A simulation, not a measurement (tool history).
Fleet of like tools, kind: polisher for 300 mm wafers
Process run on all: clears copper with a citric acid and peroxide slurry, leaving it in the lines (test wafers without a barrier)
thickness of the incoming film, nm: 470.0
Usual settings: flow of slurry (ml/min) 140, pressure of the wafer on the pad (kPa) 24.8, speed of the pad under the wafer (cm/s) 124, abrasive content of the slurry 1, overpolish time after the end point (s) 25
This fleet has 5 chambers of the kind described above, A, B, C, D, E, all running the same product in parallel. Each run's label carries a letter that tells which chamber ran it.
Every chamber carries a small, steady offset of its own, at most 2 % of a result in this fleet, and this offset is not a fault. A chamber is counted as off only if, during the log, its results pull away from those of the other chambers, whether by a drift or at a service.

run	day	flow of slurry (ml/min)	pressure of the wafer on the pad (kPa)	speed of the pad under the wafer (cm/s)	abrasive content of the slurry	overpolish time after the end point (s)	wafers polished on this pad	hours since the slurry nozzle was cleaned	hours since the head pressure was calibrated	hours since the slurry blender was calibrated	time until the end point was called (s)	dishing of a wide line in a test structure (angstrom)
1D	0.621	140	24.8	124	1	25	256	393.7	505.2	293.7	158.66	494.24
# day 0.875: chamber A: worn pad replaced by a new one
2C	1.204	140	24.8	124	1	25	631	331.3	365.3	88.2	156.71	477.84
# day 1.792: chamber E: slurry blender recalibrated
3E	1.8	140	24.8	124	1	25	1037	421.8	837	0.3	156.42	476.08
4B	2.121	140	24.8	124	1	25	567	651	662.6	152.2	155.59	473.13
5A	2.729	140	24.8	124	1	25	388	133.8	481	103.9	152.76	482.58
# day 2.925: chamber C: worn pad replaced by a new one
# day 3.021: chamber A: head pressure recalibrated
6D	3.271	140	24.8	124	1	25	811	457.3	568.8	357.3	159.57	484.75
# day 3.362: chamber E: worn pad replaced by a new one
7C	3.662	140	24.8	124	1	25	154	390.3	424.3	147.2	157.38	492.32
# day 3.754: chamber B: worn pad replaced by a new one
8A	4.058	140	24.8	124	1	25	667	165.7	24.9	135.8	154.82	476.48
9E	4.421	140	24.8	124	1	25	222	484.7	899.9	63.2	155.97	486.98
10B	4.808	140	24.8	124	1	25	221	715.5	727.1	216.7	152.41	491.39
# day 5.096: chamber A: worn pad replaced by a new one
11E	5.25	140	24.8	124	1	25	395	504.6	919.8	83.1	155.51	484.51
12B	5.712	140	24.8	124	1	25	410	737.2	748.8	238.4	153.31	482.06
# day 5.912: chamber D: worn pad replaced by a new one
# day 6.008: chamber E: head pressure recalibrated
13C	6.138	140	24.8	124	1	25	673	449.7	483.7	206.6	155.78	479.79
14D	6.558	140	24.8	124	1	25	136	536.2	647.7	436.2	158.11	489.99
# day 6.746: chamber E: slurry blender recalibrated
15A	7.142	140	24.8	124	1	25	428	239.7	98.9	209.8	151.79	482.91
# day 7.571: chamber B: worn pad replaced by a new one
16A	7.767	140	24.8	124	1	25	559	254.7	113.9	224.8	152.44	476.09
# day 7.8: chamber B: slurry blender recalibrated
# day 8.05: chamber B: slurry nozzle cleaned
17E	8.221	140	24.8	124	1	25	1017	575.9	53.1	35.5	156.55	485.34
# day 8.262: chamber D: head pressure recalibrated
# day 8.438: chamber C: worn pad replaced by a new one
18B	8.788	140	24.8	124	1	25	254	17.8	822.6	23.7	151.88	487.94
# day 9.021: chamber A: worn pad replaced by a new one
# day 9.171: chamber D: slurry blender recalibrated
19C	9.279	140	22.1	84	1	25	176	525.1	559.1	282	251.61	318.89
# day 9.475: chamber E: worn pad replaced by a new one
20D	9.833	140	22.1	84	1	25	821	614.8	37.8	15.9	262.74	322.98
21D	10.283	140	22.1	84	1	25	916	625.6	48.6	26.7	258.89	324.42
# day 10.704: chamber E: slurry nozzle cleaned
22A	10.875	140	22.1	84	1	25	388	329.3	188.5	299.4	255.94	314.84
23B	11.342	140	22.1	84	1	25	789	79.1	883.9	85	244.56	332.94
# day 11.446: chamber B: worn pad replaced by a new one
# day 11.592: chamber A: slurry blender recalibrated
# day 11.642: chamber C: slurry blender recalibrated
24E	11.921	140	24.8	124	1	25	512	29.2	141.9	124.3	157.49	480.69
# day 12.304: chamber D: worn pad replaced by a new one
25C	12.371	140	24.8	124	1	25	824	599.3	633.3	17.6	155.07	479.63
# day 12.875: chamber E: slurry blender recalibrated
26C	12.975	140	24.8	124	1	25	950	613.8	647.8	32.1	154.13	487.82
27D	13.258	140	24.8	124	1	25	200	697	120	98.1	158.08	481.12
# day 13.262: chamber C: worn pad replaced by a new one
# day 13.371: chamber A: worn pad replaced by a new one
28E	13.871	140	24.8	124	1	25	920	76	188.7	24	154.19	483.75
29B	14.225	140	24.8	124	1	25	582	148.3	953.1	154.2	143.82	510.25
30A	14.775	140	24.8	104	1	25	294	422.9	282.1	76.4	184.7	414.22
# day 14.883: chamber E: worn pad replaced by a new one
31C	15.342	140	24.8	104	1	25	435	670.6	704.6	88.9	182.84	418.3
# day 15.529: chamber B: worn pad replaced by a new one
32D	15.854	140	24.8	104	1	25	744	759.3	182.3	160.4	187.03	433.62
33B	16.429	140	24.8	104	1	25	188	201.2	1006	207.1	169.36	451.07
34E	16.875	140	24.8	104	1	25	417	148.1	260.8	96.1	187.22	418.22
35A	17.271	140	24.8	124	1.1	25	817	482.8	342	136.3	151.53	487.46
# day 17.279: chamber D: worn pad replaced by a new one
# day 17.458: chamber A: worn pad replaced by a new one
36C	17.871	140	24.8	124	1.1	25	965	731.3	765.3	149.6	152.2	481.6
# day 18.162: chamber E: slurry blender recalibrated
37A	18.242	140	24.8	124	1.1	25	164	506.1	365.3	159.6	151.98	492.93
38D	18.746	140	24.8	124	1.1	25	307	828.7	251.7	229.8	154.81	497.81
# day 19: chamber B: worn pad replaced by a new one
39E	19.346	140	24.8	124	1.1	25	935	207.4	320.1	28.4	153	494.07
40B	19.746	140	24.8	124	1	25	156	280.8	1085.6	286.7	138.06	530.63

The same settings go to every chamber for the next run, one line per chamber below. Forecast the results for each:
41A	20.2	140	24.8	124	1	25					?	?
41B	20.2	140	24.8	124	1	25					?	?
41C	20.2	140	24.8	124	1	25					?	?
41D	20.2	140	24.8	124	1	25					?	?
41E	20.2	140	24.8	124	1	25					?	?

run	time until the end point was called (s)	dishing of a wide line in a test structure (angstrom)
41A	153.13	477.79
41B	139.22	544.94
41C	159.29	481.48
41D	159.73	475.06
41E	154.97	488.72

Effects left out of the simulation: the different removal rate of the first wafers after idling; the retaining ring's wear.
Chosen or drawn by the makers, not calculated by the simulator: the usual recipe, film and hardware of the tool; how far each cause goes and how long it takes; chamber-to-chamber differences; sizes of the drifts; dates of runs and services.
